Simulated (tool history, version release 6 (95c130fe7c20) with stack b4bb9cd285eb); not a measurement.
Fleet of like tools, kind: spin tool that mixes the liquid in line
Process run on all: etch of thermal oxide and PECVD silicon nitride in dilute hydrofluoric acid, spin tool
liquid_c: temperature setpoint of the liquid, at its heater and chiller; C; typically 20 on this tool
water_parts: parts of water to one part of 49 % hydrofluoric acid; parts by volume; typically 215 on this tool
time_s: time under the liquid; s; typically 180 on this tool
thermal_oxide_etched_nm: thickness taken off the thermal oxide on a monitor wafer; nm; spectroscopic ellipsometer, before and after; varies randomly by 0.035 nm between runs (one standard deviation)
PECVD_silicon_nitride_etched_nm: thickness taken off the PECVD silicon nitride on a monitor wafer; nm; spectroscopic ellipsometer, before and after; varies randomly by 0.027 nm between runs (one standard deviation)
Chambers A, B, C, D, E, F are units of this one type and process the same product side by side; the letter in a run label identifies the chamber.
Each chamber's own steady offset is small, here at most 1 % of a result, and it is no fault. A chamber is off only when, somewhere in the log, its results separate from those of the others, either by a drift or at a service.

run,hour,liquid_c,water_parts,time_s,"read-back film thickness of the thermal oxide reference wafer, read on the same gauge (nm)","read-back film thickness of the PECVD silicon nitride reference wafer, read on the same gauge (nm)",thermal_oxide_etched_nm,PECVD_silicon_nitride_etched_nm
# hour 4.4: chamber A: hydrofluoric acid flow meter replaced
1D,8.7,20,215,180,30.015,100.01,3.0345,2.0365
2F,21.1,20,215,180,30.009,100,3.0405,2.0027
3E,31.6,20,215,180,29.989,100.02,3.0569,1.9854
4C,39.4,20,215,180,29.976,99.99,2.9848,2.0015
5A,47.6,20,215,180,30,100.02,3.0438,2.1065
6B,53.9,20,215,180,29.993,99.968,3.0016,2.0361
7E,61.4,20,215,180,29.993,99.999,3.038,1.9919
8B,73.9,20,295,275,29.999,99.968,3.1728,2.2508
9D,86.4,20,295,275,30.024,100.04,3.2501,2.3338
10C,92.4,20,295,275,29.991,100.01,3.0931,2.3331
11A,104.4,20,295,275,30.017,99.969,3.1418,2.2925
12F,114,20,295,275,29.997,100,3.1913,2.2587
13F,124.4,20,295,275,29.977,100.02,3.2155,2.225
14B,132.4,20,215,180,30.005,99.978,3.088,1.9642
15C,138.1,20,215,180,30.008,100.03,3.0373,2.0024
16A,149.3,20,215,180,29.982,100,3.083,2.023
17D,160.3,20,215,180,30.011,99.968,3.0837,2.0108
# hour 164.1: chamber E: thermometer replaced
18E,167.5,20,215,180,30.02,99.988,2.9879,1.9039
19A,177.3,20,215,180,29.998,100.04,3.0247,2.0735
20B,189.1,20,215,180,30.013,100.02,3.0855,2.0122
# hour 193.5: chamber C: hydrofluoric acid flow meter replaced
21F,194.8,20,215,180,30.018,99.996,3.0674,1.965
22D,207.7,20,215,180,30.033,99.988,3.0704,2.0434
23C,216.7,20,215,180,29.97,100.01,3.0737,2.0563
24E,227.6,21.5,215,180,30.009,100.01,3.0163,2.0713
25E,239.4,21.5,215,180,30.015,99.987,3.0313,2.075
26C,246.4,21.5,215,180,30.032,100.01,3.2675,2.2578
27F,258.9,21.5,215,180,29.954,99.986,3.2037,2.1965
28D,267.6,21.5,215,180,29.965,99.999,3.2587,2.1927
29B,276.9,21.5,215,180,30.01,100.02,3.2237,2.2461
30A,288.7,20,285,110,30.006,100.01,1.2986,0.94351
31B,294.6,20,285,110,29.989,99.984,1.3288,0.938
32A,305,20,285,110,30.004,100.01,1.2894,0.95651
33D,316,20,285,110,30,100.04,1.3524,0.93856
34E,326.5,20,285,110,30.03,100,1.1717,0.84341
35C,335.3,20,285,110,30.011,100.01,1.3307,0.95432
36F,341.5,20,215,180,29.969,100,3.1034,1.9908
37B,349.7,20,215,180,30.006,99.981,3.053,2.0186
38E,361.5,20,215,180,29.998,100.02,2.6927,1.817
39F,373.3,20,215,180,30.001,100.01,3.1073,2.0272

The same settings go to every chamber for the next run, one line per chamber below. Forecast the results for each:
40A,382.6,25,215,180,,,?,?
40B,382.6,25,215,180,,,?,?
40C,382.6,25,215,180,,,?,?
40D,382.6,25,215,180,,,?,?
40E,382.6,25,215,180,,,?,?
40F,382.6,25,215,180,,,?,?

run,thermal_oxide_etched_nm,PECVD_silicon_nitride_etched_nm
40A,3.6746,2.7456
40B,3.6938,2.8139
40C,3.6563,2.6872
40D,3.6724,2.8501
40E,3.2028,2.4483
40F,3.7052,2.7315
